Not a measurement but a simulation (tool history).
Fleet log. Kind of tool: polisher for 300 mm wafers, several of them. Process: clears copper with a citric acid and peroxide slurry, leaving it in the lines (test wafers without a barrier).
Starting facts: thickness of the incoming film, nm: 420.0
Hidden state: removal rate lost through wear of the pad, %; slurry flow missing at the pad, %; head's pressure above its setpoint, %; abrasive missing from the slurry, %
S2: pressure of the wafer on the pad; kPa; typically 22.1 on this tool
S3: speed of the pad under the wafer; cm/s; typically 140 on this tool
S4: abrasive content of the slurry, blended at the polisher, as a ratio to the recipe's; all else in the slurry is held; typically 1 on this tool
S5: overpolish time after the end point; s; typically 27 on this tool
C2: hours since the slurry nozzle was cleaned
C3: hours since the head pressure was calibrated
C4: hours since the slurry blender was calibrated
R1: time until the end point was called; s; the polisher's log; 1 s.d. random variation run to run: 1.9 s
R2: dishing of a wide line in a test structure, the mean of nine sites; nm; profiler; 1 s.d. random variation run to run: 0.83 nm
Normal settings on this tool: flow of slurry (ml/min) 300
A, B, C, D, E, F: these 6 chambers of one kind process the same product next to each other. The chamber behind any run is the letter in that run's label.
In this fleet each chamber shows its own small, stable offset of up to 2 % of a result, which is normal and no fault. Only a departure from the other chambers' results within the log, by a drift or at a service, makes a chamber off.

run 1D hour=4.4 | flow_of_slurry_(ml/min)=300 S2=22.1 S3=140 S4=1 S5=27 | wafers_polished_on_this_pad=1346 C2=227.4 C3=8.1 C4=246.8 | R1=148.81 R2=40.243
-- hour=4.6 chamber F: worn pad replaced by a new one
run 2C hour=6.6 | flow_of_slurry_(ml/min)=300 S2=22.1 S3=140 S4=1 S5=27 | wafers_polished_on_this_pad=198 C2=62.4 C3=1110 C4=263.7 | R1=150.1 R2=39.335
-- hour=7.8 chamber F: slurry nozzle cleaned
-- hour=8 chamber A: slurry blender recalibrated
run 3B hour=11 | flow_of_slurry_(ml/min)=300 S2=22.1 S3=140 S4=1 S5=27 | wafers_polished_on_this_pad=123 C2=111.9 C3=444.7 C4=128.3 | R1=149.21 R2=40.521
-- hour=12.8 chamber A: worn pad replaced by a new one
run 4F hour=13.8 | flow_of_slurry_(ml/min)=300 S2=22.1 S3=140 S4=1 S5=27 | wafers_polished_on_this_pad=78 C2=6.1 C3=802.6 C4=169.3 | R1=148.75 R2=42.036
-- hour=15.4 chamber D: worn pad replaced by a new one
-- hour=15.5 chamber E: worn pad replaced by a new one
run 5A hour=17.1 | flow_of_slurry_(ml/min)=300 S2=22.1 S3=140 S4=1 S5=27 | wafers_polished_on_this_pad=36 C2=390.8 C3=444.4 C4=9.1 | R1=146.38 R2=41.749
run 6E hour=19.9 | flow_of_slurry_(ml/min)=300 S2=22.1 S3=140 S4=1 S5=27 | wafers_polished_on_this_pad=37 C2=275 C3=550.5 C4=44.4 | R1=147.8 R2=40.17
run 7C hour=23.5 | flow_of_slurry_(ml/min)=300 S2=22.1 S3=140 S4=1 S5=27 | wafers_polished_on_this_pad=341 C2=79.3 C3=1126.9 C4=280.6 | R1=153.51 R2=40.182
run 8F hour=28.2 | flow_of_slurry_(ml/min)=300 S2=22.1 S3=140 S4=1 S5=27 | wafers_polished_on_this_pad=200 C2=20.5 C3=817 C4=183.7 | R1=147.93 R2=40.396
run 9E hour=33.1 | flow_of_slurry_(ml/min)=300 S2=22.1 S3=140 S4=1 S5=27 | wafers_polished_on_this_pad=149 C2=288.2 C3=563.7 C4=57.6 | R1=146.75 R2=40.018
run 10B hour=35.5 | flow_of_slurry_(ml/min)=300 S2=22.1 S3=154 S4=1 S5=27 | wafers_polished_on_this_pad=331 C2=136.4 C3=469.2 C4=152.8 | R1=132.6 R2=42.173
run 11A hour=39.4 | flow_of_slurry_(ml/min)=300 S2=22.1 S3=154 S4=1 S5=27 | wafers_polished_on_this_pad=226 C2=413.1 C3=466.7 C4=31.4 | R1=135.9 R2=43.072
-- hour=40 chamber E: slurry nozzle cleaned
-- hour=41.5 chamber C: worn pad replaced by a new one
run 12D hour=43.6 | flow_of_slurry_(ml/min)=300 S2=22.1 S3=154 S4=1 S5=27 | wafers_polished_on_this_pad=239 C2=266.6 C3=47.3 C4=286 | R1=135.92 R2=43.337
run 13A hour=46.7 | flow_of_slurry_(ml/min)=300 S2=22.1 S3=154 S4=1 S5=27 | wafers_polished_on_this_pad=287 C2=420.4 C3=474 C4=38.7 | R1=137.04 R2=41.551
run 14E hour=49.5 | flow_of_slurry_(ml/min)=300 S2=22.1 S3=154 S4=1 S5=27 | wafers_polished_on_this_pad=288 C2=9.5 C3=580.1 C4=74 | R1=131.27 R2=45.035
run 15D hour=51.9 | flow_of_slurry_(ml/min)=300 S2=22.1 S3=154 S4=1 S5=27 | wafers_polished_on_this_pad=309 C2=274.9 C3=55.6 C4=294.3 | R1=135.13 R2=44.15
run 16C hour=56.7 | flow_of_slurry_(ml/min)=300 S2=22.1 S3=140 S4=1 S5=27 | wafers_polished_on_this_pad=129 C2=112.5 C3=1160.1 C4=313.8 | R1=147.27 R2=39.695
run 17B hour=59.1 | flow_of_slurry_(ml/min)=340 S2=22.1 S3=182 S4=1 S5=27 | wafers_polished_on_this_pad=532 C2=160 C3=492.8 C4=176.4 | R1=114.59 R2=47.189
-- hour=63.5 chamber B: worn pad replaced by a new one
run 18F hour=63.9 | flow_of_slurry_(ml/min)=340 S2=22.1 S3=182 S4=1 S5=27 | wafers_polished_on_this_pad=503 C2=56.2 C3=852.7 C4=219.4 | R1=114.26 R2=48.134
-- hour=65.9 chamber F: worn pad replaced by a new one
run 19F hour=66.9 | flow_of_slurry_(ml/min)=340 S2=22.1 S3=182 S4=1 S5=27 | wafers_polished_on_this_pad=8 C2=59.2 C3=855.7 C4=222.4 | R1=112.07 R2=47.931
run 20E hour=70.3 | flow_of_slurry_(ml/min)=340 S2=22.1 S3=182 S4=1 S5=27 | wafers_polished_on_this_pad=465 C2=30.3 C3=600.9 C4=94.8 | R1=109.93 R2=49.172
run 21B hour=73.7 | flow_of_slurry_(ml/min)=340 S2=22.1 S3=182 S4=1 S5=27 | wafers_polished_on_this_pad=86 C2=174.6 C3=507.4 C4=191 | R1=113.2 R2=47.931
run 22A hour=76.6 | flow_of_slurry_(ml/min)=340 S2=22.1 S3=182 S4=1 S5=27 | wafers_polished_on_this_pad=541 C2=450.3 C3=503.9 C4=68.6 | R1=115.63 R2=48.336
run 23D hour=79.3 | flow_of_slurry_(ml/min)=300 S2=22.1 S3=140 S4=1 S5=27 | wafers_polished_on_this_pad=542 C2=302.3 C3=83 C4=321.7 | R1=147.74 R2=40.069
run 24C hour=82.8 | flow_of_slurry_(ml/min)=300 S2=24.8 S3=140 S4=1 S5=19 | wafers_polished_on_this_pad=350 C2=138.6 C3=1186.2 C4=339.9 | R1=133.81 R2=33.415
run 25B hour=86.1 | flow_of_slurry_(ml/min)=300 S2=24.8 S3=140 S4=1 S5=19 | wafers_polished_on_this_pad=191 C2=187 C3=519.8 C4=203.4 | R1=129.97 R2=35.969
run 26C hour=89.4 | flow_of_slurry_(ml/min)=300 S2=24.8 S3=140 S4=1 S5=19 | wafers_polished_on_this_pad=406 C2=145.2 C3=1192.8 C4=346.5 | R1=131.13 R2=34.103
run 27F hour=94.3 | flow_of_slurry_(ml/min)=300 S2=24.8 S3=140 S4=1 S5=19 | wafers_polished_on_this_pad=241 C2=86.6 C3=883.1 C4=249.8 | R1=129.97 R2=35.501
-- hour=97.3 chamber D: slurry nozzle cleaned
run 28E hour=99 | flow_of_slurry_(ml/min)=300 S2=24.8 S3=140 S4=1 S5=19 | wafers_polished_on_this_pad=708 C2=59 C3=629.6 C4=123.5 | R1=128.22 R2=37.641
-- hour=102 chamber C: worn pad replaced by a new one
-- hour=102.5 chamber E: worn pad replaced by a new one
-- hour=103 chamber F: slurry blender recalibrated
run 29D hour=103 | flow_of_slurry_(ml/min)=300 S2=24.8 S3=140 S4=1 S5=19 | wafers_polished_on_this_pad=743 C2=5.7 C3=106.7 C4=345.4 | R1=134.33 R2=35.208
-- hour=106.9 chamber C: head pressure recalibrated
run 30A hour=107.4 | flow_of_slurry_(ml/min)=300 S2=22.1 S3=140 S4=1 S5=27 | wafers_polished_on_this_pad=803 C2=481.1 C3=534.7 C4=99.4 | R1=149.54 R2=40.211
run 31B hour=110.6 | flow_of_slurry_(ml/min)=300 S2=22.1 S3=140 S4=1 S5=27 | wafers_polished_on_this_pad=399 C2=211.5 C3=544.3 C4=227.9 | R1=149.84 R2=41.91
run 32C hour=114.2 | flow_of_slurry_(ml/min)=300 S2=22.1 S3=140 S4=1 S5=27 | wafers_polished_on_this_pad=104 C2=170 C3=7.4 C4=371.3 | R1=146.43 R2=40.439
run 33E hour=117.5 | flow_of_slurry_(ml/min)=300 S2=22.1 S3=140 S4=1 S5=27 | wafers_polished_on_this_pad=128 C2=77.5 C3=648.1 C4=142 | R1=141.02 R2=42.861
run 34D hour=120.5 | flow_of_slurry_(ml/min)=300 S2=22.1 S3=140 S4=1 S5=27 | wafers_polished_on_this_pad=892 C2=23.2 C3=124.2 C4=362.9 | R1=147.08 R2=40.233
-- hour=124 chamber A: worn pad replaced by a new one
run 35A hour=124.5 | flow_of_slurry_(ml/min)=300 S2=22.1 S3=140 S4=1 S5=27 | wafers_polished_on_this_pad=4 C2=498.2 C3=551.8 C4=116.5 | R1=151.15 R2=40.589
run 36F hour=127.9 | flow_of_slurry_(ml/min)=300 S2=22.1 S3=140 S4=1 S5=27 | wafers_polished_on_this_pad=526 C2=120.2 C3=916.7 C4=25 | R1=148.25 R2=41.518
run 37A hour=132.1 | flow_of_slurry_(ml/min)=300 S2=22.1 S3=140 S4=1 S5=27 | wafers_polished_on_this_pad=69 C2=505.8 C3=559.4 C4=124.1 | R1=146.55 R2=40.052
run 38C hour=135.8 | flow_of_slurry_(ml/min)=300 S2=22.1 S3=140 S4=1 S5=27 | wafers_polished_on_this_pad=287 C2=191.6 C3=29 C4=392.9 | R1=149.43 R2=39.528
-- hour=137.8 chamber F: worn pad replaced by a new one
-- hour=140 chamber B: worn pad replaced by a new one
run 39F hour=140.6 | flow_of_slurry_(ml/min)=300 S2=22.1 S3=140 S4=1 S5=27 | wafers_polished_on_this_pad=24 C2=132.9 C3=929.4 C4=37.7 | R1=149.4 R2=41.408
run 40B hour=143.2 | flow_of_slurry_(ml/min)=300 S2=22.1 S3=140 S4=1 S5=27 | wafers_polished_on_this_pad=27 C2=244.1 C3=576.9 C4=260.5 | R1=147.01 R2=40.654
run 41E hour=147.6 | flow_of_slurry_(ml/min)=240 S2=22.1 S3=140 S4=1 S5=27 | wafers_polished_on_this_pad=383 C2=107.6 C3=678.2 C4=172.1 | R1=141.11 R2=42.328

The same settings go to every chamber for the next run, one line per chamber below. Forecast the results for each:
run 42A hour=151.2 | flow_of_slurry_(ml/min)=300 S2=22.1 S3=140 S4=0.8 S5=27 | R1=? R2=?
run 42B hour=151.2 | flow_of_slurry_(ml/min)=300 S2=22.1 S3=140 S4=0.8 S5=27 | R1=? R2=?
run 42C hour=151.2 | flow_of_slurry_(ml/min)=300 S2=22.1 S3=140 S4=0.8 S5=27 | R1=? R2=?
run 42D hour=151.2 | flow_of_slurry_(ml/min)=300 S2=22.1 S3=140 S4=0.8 S5=27 | R1=? R2=?
run 42E hour=151.2 | flow_of_slurry_(ml/min)=300 S2=22.1 S3=140 S4=0.8 S5=27 | R1=? R2=?
run 42F hour=151.2 | flow_of_slurry_(ml/min)=300 S2=22.1 S3=140 S4=0.8 S5=27 | R1=? R2=?

run=42A R1=161.99 R2=40.041
run=42B R1=153.53 R2=38.568
run=42C R1=153.44 R2=39.122
run=42D R1=151.99 R2=40.593
run=42E R1=143.18 R2=43.509
run=42F R1=154.39 R2=40.1
